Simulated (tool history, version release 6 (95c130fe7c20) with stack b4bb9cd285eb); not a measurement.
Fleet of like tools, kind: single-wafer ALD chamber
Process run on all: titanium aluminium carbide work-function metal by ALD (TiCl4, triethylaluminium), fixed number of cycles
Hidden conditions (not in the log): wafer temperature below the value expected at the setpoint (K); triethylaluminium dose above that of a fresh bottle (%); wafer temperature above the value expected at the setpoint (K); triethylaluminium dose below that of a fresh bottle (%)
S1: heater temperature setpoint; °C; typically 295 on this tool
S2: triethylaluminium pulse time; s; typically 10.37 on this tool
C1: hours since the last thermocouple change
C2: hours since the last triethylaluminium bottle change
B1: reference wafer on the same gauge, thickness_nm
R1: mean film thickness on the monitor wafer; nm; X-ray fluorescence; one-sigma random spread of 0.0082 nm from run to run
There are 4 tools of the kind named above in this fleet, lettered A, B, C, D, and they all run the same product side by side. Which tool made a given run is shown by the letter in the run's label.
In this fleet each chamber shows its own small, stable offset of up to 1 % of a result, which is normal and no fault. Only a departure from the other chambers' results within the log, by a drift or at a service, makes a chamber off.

Run 1D, day 0.2: usual settings; C1 1065.9; C2 168.4; B1 1.5794. Result: R1 1.9601 nm.
Run 2B, day 0.408: usual settings; C1 628.2; C2 1151.1; B1 1.5799. Result: R1 1.9601 nm.
Run 3C, day 0.554: usual settings; C1 2750.3; C2 145.8; B1 1.58. Result: R1 1.975 nm.
Run 4A, day 0.779: usual settings; C1 1709; C2 360.4; B1 1.5808. Result: R1 1.9448 nm.
Run 5D, day 0.946: usual settings; C1 1083.8; C2 186.3; B1 1.5812. Result: R1 1.9657 nm.
Run 6C, day 1.088: usual settings; C1 2763.1; C2 158.6; B1 1.5813. Result: R1 1.9628 nm.
Run 7B, day 1.221: usual settings; C1 647.7; C2 1170.6; B1 1.5824. Result: R1 1.9655 nm.
Run 8A, day 1.346: usual settings; C1 1722.6; C2 374; B1 1.5795. Result: R1 1.9415 nm.
Run 9C, day 1.521: usual settings; C1 2773.5; C2 169; B1 1.5793. Result: R1 1.9939 nm.
Run 10D, day 1.729: usual settings; C1 1102.6; C2 205.1; B1 1.5791. Result: R1 1.9451 nm.
Run 11B, day 1.958: usual settings; C1 665.4; C2 1188.3; B1 1.5783. Result: R1 1.9724 nm.
Run 12A, day 2.183: usual settings; C1 1742.7; C2 394.1; B1 1.5803. Result: R1 1.9319 nm.
Run 13C, day 2.404: usual settings; C1 2794.7; C2 190.2; B1 1.5791. Result: R1 1.981 nm.
Run 14D, day 2.567: usual settings; C1 1122.7; C2 225.2; B1 1.581. Result: R1 1.9473 nm.
At day 2.75: chamber C: thermocouple changed; heater temperature recalibrated.
Run 15A, day 2.762: usual settings; C1 1756.6; C2 408; B1 1.5799. Result: R1 1.9694 nm.
Run 16B, day 2.888: usual settings; C1 687.7; C2 1210.6; B1 1.5796. Result: R1 1.9548 nm.
Run 17D, day 3.067: usual settings; C1 1134.7; C2 237.2; B1 1.5801. Result: R1 1.9506 nm.
Run 18B, day 3.2: usual settings; C1 695.2; C2 1218.1; B1 1.5792. Result: R1 1.9569 nm.
Run 19C, day 3.404: usual settings; C1 15.7; C2 214.2; B1 1.58. Result: R1 2.0057 nm.
Run 20A, day 3.579: usual settings; C1 1776.2; C2 427.6; B1 1.5783. Result: R1 1.941 nm.
Run 21C, day 3.725: usual settings; C1 23.4; C2 221.9; B1 1.5795. Result: R1 2.0201 nm.
Run 22A, day 3.838: usual settings; C1 1782.4; C2 433.8; B1 1.5792. Result: R1 1.9386 nm.
Run 23D, day 4.017: usual settings; C1 1157.5; C2 260; B1 1.5805. Result: R1 1.9391 nm.
Run 24B, day 4.225: usual settings; C1 719.8; C2 1242.7; B1 1.5783. Result: R1 1.9538 nm.
Run 25A, day 4.438: usual settings but S1 288 °C, S2 7.43 s; C1 1796.8; C2 448.2; B1 1.5801. Result: R1 1.7897 nm.
Run 26C, day 4.629: usual settings but S1 288 °C, S2 7.43 s; C1 45.1; C2 243.6; B1 1.5807. Result: R1 1.8672 nm.
Run 27D, day 4.738: usual settings but S1 288 °C, S2 7.43 s; C1 1174.8; C2 277.3; B1 1.5805. Result: R1 1.8022 nm.
Run 28B, day 4.858: usual settings but S1 288 °C, S2 7.43 s; C1 735; C2 1257.9; B1 1.5819. Result: R1 1.8027 nm.
Run 29A, day 5.012: usual settings but S2 14.3 s; C1 1810.6; C2 462; B1 1.5821. Result: R1 1.9869 nm.
Run 30D, day 5.133: usual settings but S2 14.3 s; C1 1184.3; C2 286.8; B1 1.58. Result: R1 1.9972 nm.
Run 31B, day 5.358: usual settings but S2 14.3 s; C1 747; C2 1269.9; B1 1.5792. Result: R1 2.0026 nm.
Run 32C, day 5.558: usual settings but S2 14.3 s; C1 67.4; C2 265.9; B1 1.5785. Result: R1 2.0676 nm.
Run 33A, day 5.704: usual settings; C1 1827.2; C2 478.6; B1 1.5803. Result: R1 1.9535 nm.

Next, every chamber runs the same settings. What will each give?
Run 34A, day 5.871: usual settings. Result: R1 ?.
Run 34B, day 5.871: usual settings. Result: R1 ?.
Run 34C, day 5.871: usual settings. Result: R1 ?.
Run 34D, day 5.871: usual settings. Result: R1 ?.

run      R1
34A  1.9369
34B  1.9706
34C  2.0171
34D  1.9633

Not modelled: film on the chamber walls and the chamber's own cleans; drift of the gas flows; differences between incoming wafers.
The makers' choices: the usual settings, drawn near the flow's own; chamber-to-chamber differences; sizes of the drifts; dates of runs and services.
